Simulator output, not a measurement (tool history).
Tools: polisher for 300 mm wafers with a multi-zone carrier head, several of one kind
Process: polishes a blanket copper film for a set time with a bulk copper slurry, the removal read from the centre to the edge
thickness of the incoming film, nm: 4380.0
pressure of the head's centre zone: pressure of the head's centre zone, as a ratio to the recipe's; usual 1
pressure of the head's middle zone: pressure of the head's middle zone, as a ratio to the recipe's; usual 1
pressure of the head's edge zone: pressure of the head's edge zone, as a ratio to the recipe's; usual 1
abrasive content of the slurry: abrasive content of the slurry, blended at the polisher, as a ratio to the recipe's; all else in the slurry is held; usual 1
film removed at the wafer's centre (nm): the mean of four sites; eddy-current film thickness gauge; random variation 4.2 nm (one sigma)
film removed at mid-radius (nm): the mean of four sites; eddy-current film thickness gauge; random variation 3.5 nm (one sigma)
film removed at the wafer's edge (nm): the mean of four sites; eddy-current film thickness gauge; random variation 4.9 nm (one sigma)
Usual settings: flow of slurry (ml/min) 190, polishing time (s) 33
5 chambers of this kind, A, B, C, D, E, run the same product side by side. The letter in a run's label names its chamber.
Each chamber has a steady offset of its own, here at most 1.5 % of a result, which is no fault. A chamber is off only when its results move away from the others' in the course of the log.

run   hour  flow of slurry (ml/min)  pressure of the head's centre zone  pressure of the head's middle zone  pressure of the head's edge zone  abrasive content of the slurry  polishing time (s)  wafers polished on this pad  hours since the slurry nozzle was cleaned  hours since the centre zone pressure was calibrated  hours since the edge zone pressure was calibrated  film removed at the wafer's centre (nm)  film removed at mid-radius (nm)  film removed at the wafer's edge (nm)
 1A    8.4                      190                                   1                                   1                                 1                               1                  33                          345                                      687.6                                                191.9                                              744.4                                   338.73                            339.5                                 338.05
 2E     17                      190                                   1                                   1                                 1                               1                  33                          586                                      419.2                                                703.2                                              643.8                                   345.31                           339.21                                 340.17
 3B   27.5                      190                                   1                                   1                                 1                               1                  33                          924                                        309                                                334.6                                              298.5                                   348.97                           344.47                                 345.59
      30.5  -- chamber C: centre zone pressure recalibrated
      30.7  -- chamber D: worn pad replaced by a new one
      32.2  -- chamber C: worn pad replaced by a new one
 4D   34.9                      190                                   1                                   1                                 1                               1                  33                           35                                      135.4                                                231.1                                              413.6                                    344.7                           344.67                                 347.69
 5C   41.3                      190                                   1                                   1                                 1                               1                  33                           76                                      118.3                                                 10.8                                              530.4                                   346.35                            343.9                                    342
 6D   47.3                      190                                   1                                   1                                 1                               1                  33                          139                                      147.8                                                243.5                                                426                                   346.08                           349.86                                 346.34
 7C   52.5                      190                                   1                                   1                                 1                               1                  33                          171                                      129.5                                                   22                                              541.6                                    347.3                           344.43                                 347.39
 8A   62.1                      190                                   1                                   1                                 1                               1                  33                          796                                      741.3                                                245.6                                              798.1                                    341.4                           343.96                                 341.59
      65.1  -- chamber A: worn pad replaced by a new one
 9B     70                      190                                   1                                   1                                 1                               1                  33                         1282                                      351.5                                                377.1                                                341                                   339.15                           350.67                                 344.82
      71.3  -- chamber E: worn pad replaced by a new one
      72.4  -- chamber B: worn pad replaced by a new one
10E     80                      190                                   1                                   1                                 1                               1                  33                           73                                      482.2                                                766.2                                              706.8                                   347.18                           342.92                                 344.31
11A   88.6                      190                                   1                                   1                                 1                               1                  33                          197                                      767.8                                                272.1                                              824.6                                    336.1                            343.4                                 338.67
12B   94.7                      190                                   1                                   1                                 1                               1                  33                          187                                      376.2                                                401.8                                              365.7                                    342.9                           342.57                                 348.61
      97.6  -- chamber D: worn pad replaced by a new one
13C  102.8                      190                                   1                                   1                                 1                               1                  33                          593                                      179.8                                                 72.3                                              591.9                                   348.35                           341.96                                 344.19
14D    112                      135                                   1                                   1                               0.9                               1                  33                          121                                      212.5                                                308.2                                              490.7                                   322.51                           326.46                                 304.97
15E  118.9                      135                                   1                                   1                               0.9                               1                  33                          400                                      521.1                                                805.1                                              745.7                                   324.78                           324.65                                 311.86
16B  128.7                      135                                   1                                   1                               0.9                               1                  33                          473                                      410.2                                                435.8                                              399.7                                   315.52                           331.76                                 309.05
       133  -- chamber C: worn pad replaced by a new one
17E  136.1                      135                                   1                                   1                               0.9                               1                  33                          545                                      538.3                                                822.3                                              762.9                                    324.5                           314.37                                  310.9
18A  145.8                      135                                   1                                   1                               0.9                               1                  33                          678                                        825                                                329.3                                              881.8                                   317.88                           325.14                                 308.37
19C  153.2                      190                                   1                                   1                                 1                               1                  33                          170                                      230.2                                                122.7                                              642.3                                   343.83                           340.42                                 341.02
     161.8  -- chamber A: worn pad replaced by a new one
20D    162                      190                                   1                                   1                                 1                               1                  33                          541                                      262.5                                                358.2                                              540.7                                   342.72                           344.61                                  347.6
     164.7  -- chamber E: centre zone pressure recalibrated
     166.3  -- chamber D: worn pad replaced by a new one
     168.1  -- chamber A: slurry nozzle cleaned
21A  170.3                      190                                   1                                   1                                 1                               1                  33                           71                                        2.2                                                353.8                                              906.3                                      343                           340.42                                 351.35
22C  174.9                      190                                   1                                   1                              0.92                               1                  33                          352                                      251.9                                                144.4                                                664                                    347.1                           337.52                                  323.2
     180.4  -- chamber B: slurry nozzle cleaned
23D  184.5                      190                                   1                                   1                              0.92                               1                  33                          153                                        285                                                380.7                                              563.2                                    340.5                            346.3                                 321.62
24E  190.4                      190                                   1                                   1                              0.92                               1                  33                         1001                                      592.6                                                 25.8                                              817.2                                   370.77                           337.15                                  326.9
     191.9  -- chamber E: worn pad replaced by a new one
25B  200.1                      190                                   1                                   1                              0.92                               1                  33                         1073                                       19.8                                                507.2                                              471.1                                   338.36                           344.85                                 320.98
     207.9  -- chamber C: worn pad replaced by a new one
       208  -- chamber B: centre zone pressure recalibrated
26A  210.2                      190                                   1                                   1                              0.92                               1                  33                          407                                       42.1                                                393.7                                              946.2                                   344.33                           346.68                                 326.13
27B  218.7                      190                                   1                                   1                                 1                               1                  33                         1229                                       38.4                                                 10.8                                              489.7                                   334.31                              343                                 341.94
     221.9  -- chamber B: worn pad replaced by a new one
28D  224.8                      190                                   1                                   1                                 1                               1                  33                          492                                      325.3                                                  421                                              603.5                                   348.47                           341.05                                 337.47
29C  232.1                      190                                   1                                0.91                                 1                            0.75                  33                          203                                      309.1                                                201.6                                              721.2                                   316.66                           296.39                                 334.13
30E  240.9                      190                                   1                                0.91                                 1                            0.75                  33                          412                                      643.1                                                 76.3                                              867.7                                   347.49                           288.47                                  331.4
     244.2  -- chamber A: worn pad replaced by a new one
31B  248.6                      190                                   1                                0.91                                 1                            0.75                  33                          224                                       68.3                                                 40.7                                              519.6                                   319.46                           301.06                                 325.47
32E  253.5                      190                                   1                                0.91                                 1                            0.75                  33                          518                                      655.7                                                 88.9                                              880.3                                   339.13                           295.54                                  322.3
33A  258.1                      190                                   1                                0.91                                 1                            0.75                  33                          116                                         90                                                441.6                                              994.1                                   323.55                           299.86                                 325.79
34C  265.9                      190                                   1                                   1                                 1                               1                  33                          487                                      342.9                                                235.4                                                755                                    350.9                           340.01                                 349.45

What goes on in this fleet: one chamber off, a drifting gauge, or nothing beyond the chambers' own small offsets? Name the chamber and the cause, if any.

A service left chamber E off against the others.
Cause: centre zone's pressure above its setpoint, % = 6.19.

Here are 4 candidates for chamber E's next run, each the usual settings with a change, their results left as question marks. Which one brings its results back in line with what the others give on the usual settings?
In line means no further than this from the other chambers' mean on the usual settings: film removed at the wafer's centre (nm) 15; film removed at mid-radius (nm) 12; film removed at the wafer's edge (nm) 17
35E-1  273.5                      185                                0.89                                1.06                              1.02                               1                  32                                                                                                                                                                                                                        ?                                ?                                      ?
35E-2  273.5                      185                                0.94                                1.03                              1.01                               1                  33                                                                                                                                                                                                                        ?                                ?                                      ?
35E-3  273.5                      195                                1.06                                0.97                              0.99                               1                  33                                                                                                                                                                                                                        ?                                ?                                      ?
35E-4  273.5                      195                                1.12                                0.94                              0.98                               1                  34                                                                                                                                                                                                                        ?                                ?                                      ?

The other chambers' mean on the usual settings: film removed at the wafer's centre (nm) 343.24; film removed at mid-radius (nm) 345.04; film removed at the wafer's edge (nm) 340.7
  run  film removed at the wafer's centre (nm)  film removed at mid-radius (nm)  film removed at the wafer's edge (nm)
35E-1                                   312.39                           346.77                                 334.48
35E-2                                   341.88                           348.04                                 343.31
35E-3                                   392.71                           331.52                                 342.05
35E-4                                    429.2                           331.63                                 350.72
35E-2 brings the chamber back in line.
